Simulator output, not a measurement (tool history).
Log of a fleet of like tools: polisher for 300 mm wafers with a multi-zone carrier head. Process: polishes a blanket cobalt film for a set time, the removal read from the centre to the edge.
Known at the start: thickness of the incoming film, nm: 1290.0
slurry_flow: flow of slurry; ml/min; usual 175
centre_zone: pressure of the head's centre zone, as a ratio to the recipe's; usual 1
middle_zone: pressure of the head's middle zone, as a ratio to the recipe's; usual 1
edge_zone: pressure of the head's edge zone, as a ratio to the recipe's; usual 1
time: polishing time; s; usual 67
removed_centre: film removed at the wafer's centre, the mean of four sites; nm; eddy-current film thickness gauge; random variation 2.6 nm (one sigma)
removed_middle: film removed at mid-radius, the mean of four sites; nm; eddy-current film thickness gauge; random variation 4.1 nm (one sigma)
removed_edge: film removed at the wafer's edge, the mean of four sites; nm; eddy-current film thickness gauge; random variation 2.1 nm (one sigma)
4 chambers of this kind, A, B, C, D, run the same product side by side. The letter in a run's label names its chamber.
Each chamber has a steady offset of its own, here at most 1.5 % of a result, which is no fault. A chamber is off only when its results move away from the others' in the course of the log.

{"day": 0.054, "done": "chamber C: worn pad replaced by a new one"}
{"day": 0.188, "done": "chamber A: edge zone pressure recalibrated"}
{"day": 0.342, "done": "chamber C: edge zone pressure recalibrated"}
{"run": "1B", "day": 0.529, "slurry_flow": 175, "centre_zone": 1, "middle_zone": 1, "edge_zone": 1, "time": 67, "removed_centre": 319.66, "removed_middle": 328.12, "removed_edge": 322.6}
{"day": 1.017, "done": "chamber D: slurry nozzle cleaned"}
{"run": "2D", "day": 1.038, "slurry_flow": 175, "centre_zone": 1, "middle_zone": 1, "edge_zone": 1, "time": 67, "removed_centre": 318.1, "removed_middle": 307.12, "removed_edge": 321.76}
{"run": "3C", "day": 1.396, "slurry_flow": 175, "centre_zone": 1, "middle_zone": 1, "edge_zone": 1, "time": 67, "removed_centre": 319.16, "removed_middle": 315.58, "removed_edge": 319.56}
{"run": "4A", "day": 1.762, "slurry_flow": 175, "centre_zone": 1, "middle_zone": 1, "edge_zone": 1, "time": 67, "removed_centre": 318.49, "removed_middle": 320.17, "removed_edge": 322.55}
{"run": "5B", "day": 2.375, "slurry_flow": 175, "centre_zone": 1, "middle_zone": 1, "edge_zone": 1, "time": 67, "removed_centre": 318.67, "removed_middle": 327.73, "removed_edge": 323.58}
{"run": "6C", "day": 2.717, "slurry_flow": 150, "centre_zone": 1, "middle_zone": 1, "edge_zone": 1.09, "time": 67, "removed_centre": 308.85, "removed_middle": 307.2, "removed_edge": 328.61}
{"run": "7A", "day": 3.017, "slurry_flow": 150, "centre_zone": 1, "middle_zone": 1, "edge_zone": 1.09, "time": 67, "removed_centre": 304.96, "removed_middle": 318.53, "removed_edge": 330.81}
{"day": 3.329, "done": "chamber C: slurry nozzle cleaned"}
{"run": "8D", "day": 3.546, "slurry_flow": 150, "centre_zone": 1, "middle_zone": 1, "edge_zone": 1.09, "time": 67, "removed_centre": 313.64, "removed_middle": 305.31, "removed_edge": 326.46}
{"day": 3.808, "done": "chamber D: edge zone pressure recalibrated"}
{"run": "9C", "day": 3.825, "slurry_flow": 150, "centre_zone": 1, "middle_zone": 1, "edge_zone": 1.09, "time": 67, "removed_centre": 309.81, "removed_middle": 315.58, "removed_edge": 327.38}
{"run": "10B", "day": 4.183, "slurry_flow": 175, "centre_zone": 1, "middle_zone": 0.96, "edge_zone": 0.95, "time": 67, "removed_centre": 312.27, "removed_middle": 312.15, "removed_edge": 313.61}
{"run": "11D", "day": 4.667, "slurry_flow": 175, "centre_zone": 1, "middle_zone": 0.96, "edge_zone": 0.95, "time": 67, "removed_centre": 321.19, "removed_middle": 308.56, "removed_edge": 310.41}
{"day": 5.188, "done": "chamber C: worn pad replaced by a new one"}
{"run": "12A", "day": 5.242, "slurry_flow": 175, "centre_zone": 1, "middle_zone": 0.96, "edge_zone": 0.95, "time": 67, "removed_centre": 314.74, "removed_middle": 312.73, "removed_edge": 311.34}
{"day": 5.8, "done": "chamber A: worn pad replaced by a new one"}
{"run": "13C", "day": 5.808, "slurry_flow": 175, "centre_zone": 1, "middle_zone": 0.96, "edge_zone": 0.95, "time": 67, "removed_centre": 315.45, "removed_middle": 312.1, "removed_edge": 312.54}
{"run": "14D", "day": 6.396, "slurry_flow": 175, "centre_zone": 1, "middle_zone": 1, "edge_zone": 1, "time": 67, "removed_centre": 319.06, "removed_middle": 319.84, "removed_edge": 319.96}
{"run": "15A", "day": 6.85, "slurry_flow": 175, "centre_zone": 1, "middle_zone": 1, "edge_zone": 1, "time": 67, "removed_centre": 318.18, "removed_middle": 327.39, "removed_edge": 319.71}
{"run": "16B", "day": 7.158, "slurry_flow": 175, "centre_zone": 1, "middle_zone": 1, "edge_zone": 1, "time": 67, "removed_centre": 315.45, "removed_middle": 316.1, "removed_edge": 322.54}
{"day": 7.354, "done": "chamber D: worn pad replaced by a new one"}
{"run": "17D", "day": 7.683, "slurry_flow": 175, "centre_zone": 1.04, "middle_zone": 1.06, "edge_zone": 1, "time": 67, "removed_centre": 336.22, "removed_middle": 333, "removed_edge": 315.29}
{"day": 7.792, "done": "chamber D: centre zone pressure recalibrated"}
{"run": "18B", "day": 8.004, "slurry_flow": 175, "centre_zone": 1.04, "middle_zone": 1.06, "edge_zone": 1, "time": 67, "removed_centre": 328.98, "removed_middle": 330.93, "removed_edge": 317.08}
{"day": 8.325, "done": "chamber B: slurry nozzle cleaned"}
{"run": "19C", "day": 8.438, "slurry_flow": 175, "centre_zone": 1.04, "middle_zone": 1.06, "edge_zone": 1, "time": 67, "removed_centre": 339.64, "removed_middle": 341.48, "removed_edge": 321.69}
{"day": 8.679, "done": "chamber B: edge zone pressure recalibrated"}
{"run": "20A", "day": 8.75, "slurry_flow": 175, "centre_zone": 1.04, "middle_zone": 1.06, "edge_zone": 1, "time": 67, "removed_centre": 327.64, "removed_middle": 340.72, "removed_edge": 319.97}
{"day": 9.1, "done": "chamber B: worn pad replaced by a new one"}
{"run": "21A", "day": 9.371, "slurry_flow": 175, "centre_zone": 1, "middle_zone": 1, "edge_zone": 1, "time": 67, "removed_centre": 316.78, "removed_middle": 328.48, "removed_edge": 324.39}
{"day": 9.442, "done": "chamber C: worn pad replaced by a new one"}
{"run": "22D", "day": 9.767, "slurry_flow": 175, "centre_zone": 1, "middle_zone": 1, "edge_zone": 1, "time": 67, "removed_centre": 290.6, "removed_middle": 312.52, "removed_edge": 319.22}
{"run": "23B", "day": 10.325, "slurry_flow": 175, "centre_zone": 1, "middle_zone": 1, "edge_zone": 1, "time": 67, "removed_centre": 314.88, "removed_middle": 318, "removed_edge": 322.27}
{"run": "24C", "day": 10.633, "slurry_flow": 175, "centre_zone": 1, "middle_zone": 1, "edge_zone": 1, "time": 67, "removed_centre": 318.16, "removed_middle": 317.35, "removed_edge": 323.37}
{"run": "25D", "day": 10.954, "slurry_flow": 175, "centre_zone": 1, "middle_zone": 1, "edge_zone": 1, "time": 67, "removed_centre": 293.1, "removed_middle": 319.97, "removed_edge": 315.86}
{"run": "26C", "day": 11.479, "slurry_flow": 175, "centre_zone": 1, "middle_zone": 1, "edge_zone": 1, "time": 53, "removed_centre": 249.63, "removed_middle": 252.72, "removed_edge": 254.97}
{"run": "27A", "day": 11.8, "slurry_flow": 175, "centre_zone": 1, "middle_zone": 1, "edge_zone": 1, "time": 53, "removed_centre": 250.59, "removed_middle": 250.36, "removed_edge": 253.98}
{"run": "28B", "day": 12.325, "slurry_flow": 175, "centre_zone": 1, "middle_zone": 1, "edge_zone": 1, "time": 53, "removed_centre": 253.09, "removed_middle": 255, "removed_edge": 253.87}
{"run": "29D", "day": 12.629, "slurry_flow": 175, "centre_zone": 1, "middle_zone": 1, "edge_zone": 1, "time": 53, "removed_centre": 234.32, "removed_middle": 257.26, "removed_edge": 249.99}

Next, every chamber runs the same settings. What will each give?
{"run": "30A", "day": 13.071, "slurry_flow": 175, "centre_zone": 0.95, "middle_zone": 1, "edge_zone": 1, "time": 67, "removed_centre": "?", "removed_middle": "?", "removed_edge": "?"}
{"run": "30B", "day": 13.071, "slurry_flow": 175, "centre_zone": 0.95, "middle_zone": 1, "edge_zone": 1, "time": 67, "removed_centre": "?", "removed_middle": "?", "removed_edge": "?"}
{"run": "30C", "day": 13.071, "slurry_flow": 175, "centre_zone": 0.95, "middle_zone": 1, "edge_zone": 1, "time": 67, "removed_centre": "?", "removed_middle": "?", "removed_edge": "?"}
{"run": "30D", "day": 13.071, "slurry_flow": 175, "centre_zone": 0.95, "middle_zone": 1, "edge_zone": 1, "time": 67, "removed_centre": "?", "removed_middle": "?", "removed_edge": "?"}

run=30A removed_centre=294.97 removed_middle=324.7 removed_edge=319.19
run=30B removed_centre=297.11 removed_middle=315.84 removed_edge=321.85
run=30C removed_centre=302.31 removed_middle=325.86 removed_edge=327.03
run=30D removed_centre=277.67 removed_middle=324.78 removed_edge=318.92
